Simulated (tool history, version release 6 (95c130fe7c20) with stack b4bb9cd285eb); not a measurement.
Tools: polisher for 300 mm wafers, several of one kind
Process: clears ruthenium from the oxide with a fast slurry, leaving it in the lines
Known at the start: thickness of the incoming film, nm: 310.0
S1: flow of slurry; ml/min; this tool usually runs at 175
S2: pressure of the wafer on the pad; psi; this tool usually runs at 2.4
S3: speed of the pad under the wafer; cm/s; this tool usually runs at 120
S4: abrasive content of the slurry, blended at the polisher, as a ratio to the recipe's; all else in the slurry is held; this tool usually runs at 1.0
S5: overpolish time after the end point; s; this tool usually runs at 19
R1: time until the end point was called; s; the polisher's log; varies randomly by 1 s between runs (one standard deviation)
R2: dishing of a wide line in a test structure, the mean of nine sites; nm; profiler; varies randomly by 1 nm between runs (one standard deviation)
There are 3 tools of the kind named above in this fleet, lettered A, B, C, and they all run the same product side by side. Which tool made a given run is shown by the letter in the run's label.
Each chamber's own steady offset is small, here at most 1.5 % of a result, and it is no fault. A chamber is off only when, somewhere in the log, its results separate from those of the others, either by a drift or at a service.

run,hour,S1,S2,S3,S4,S5,R1,R2
1C,12.6,175,2.4,120,1.0,19,67.119,63.524
2B,27.2,175,2.4,120,1.0,19,66.894,61.920
3A,37.0,175,2.4,120,1.0,19,67.214,63.775
4B,49.6,175,2.4,120,1.0,19,67.231,61.542
5C,57.7,175,2.4,120,1.0,19,66.846,61.787
# hour 58.4: chamber C: slurry nozzle cleaned
6A,72.1,175,2.4,120,1.0,19,66.814,64.241
# hour 74.5: chamber C: worn pad replaced by a new one
7A,81.0,175,2.4,120,0.8,29,74.985,80.089
8C,91.4,175,2.4,120,0.8,29,72.876,79.227
# hour 100.0: chamber C: slurry blender recalibrated
9B,100.0,175,2.4,120,0.8,29,74.784,79.762
10C,110.0,175,2.4,120,1.0,19,66.172,64.144
# hour 110.9: chamber A: slurry blender recalibrated
11B,121.0,175,2.4,120,1.0,19,67.270,62.238
# hour 133.8: chamber A: worn pad replaced by a new one
12A,133.9,175,2.4,120,1.0,19,65.656,63.195
13A,141.0,175,2.4,120,1.0,19,67.625,64.385
# hour 142.5: chamber B: head pressure recalibrated
14B,148.4,175,2.4,120,1.0,19,61.780,68.262
15C,155.7,175,2.4,120,1.0,19,67.712,61.797
16C,166.9,175,2.4,120,1.0,19,67.901,61.654
# hour 180.6: chamber C: worn pad replaced by a new one
17B,182.0,175,2.4,120,1.0,19,59.939,67.197
18A,189.4,175,2.4,120,1.0,19,67.213,63.668
# hour 195.4: chamber B: worn pad replaced by a new one
19C,199.6,175,1.9,120,1.0,27,83.662,68.361
20B,208.4,175,1.9,120,1.0,27,74.656,75.585
21A,218.7,175,1.9,120,1.0,27,83.389,68.365
22C,229.8,175,2.4,120,1.0,19,67.147,62.227
# hour 231.1: chamber B: slurry blender recalibrated
23B,239.5,175,2.4,120,1.0,19,59.951,67.235
24A,246.4,175,2.4,120,1.0,19,65.158,62.008
25A,254.7,175,2.4,120,1.0,19,65.548,64.638

Is one chamber off against the others, does the gauge drift, or is nothing wrong? If a chamber is off, say which, and what the likeliest cause is.

The work done on chamber B during a service left it standing apart from the others.
Likeliest cause: head's pressure above its setpoint, % = 10.3.

Which of the 4 candidates below, each the usual settings with something changed and its results left as question marks, puts chamber B back in line with what the other chambers give on the usual settings?
Allowed miss from the other chambers' usual-settings mean, per result, to count as in line: R1 3.500 s; R2 3.500 nm
26B-1,265.6,175,2.5,126,1.00,19,?,?
26B-2,265.6,175,2.6,132,1.05,19,?,?
26B-3,265.6,175,2.2,110,0.95,19,?,?
26B-4,265.6,175,2.3,114,1.00,19,?,?

Usual-settings mean across the other chambers: R1 66.687 s; R2 62.860 nm
run,R1,R2
26B-1,54.793,72.661
26B-2,49.188,78.426
26B-3,73.071,58.479
26B-4,65.859,63.380
26B-4 brings the chamber back in line.
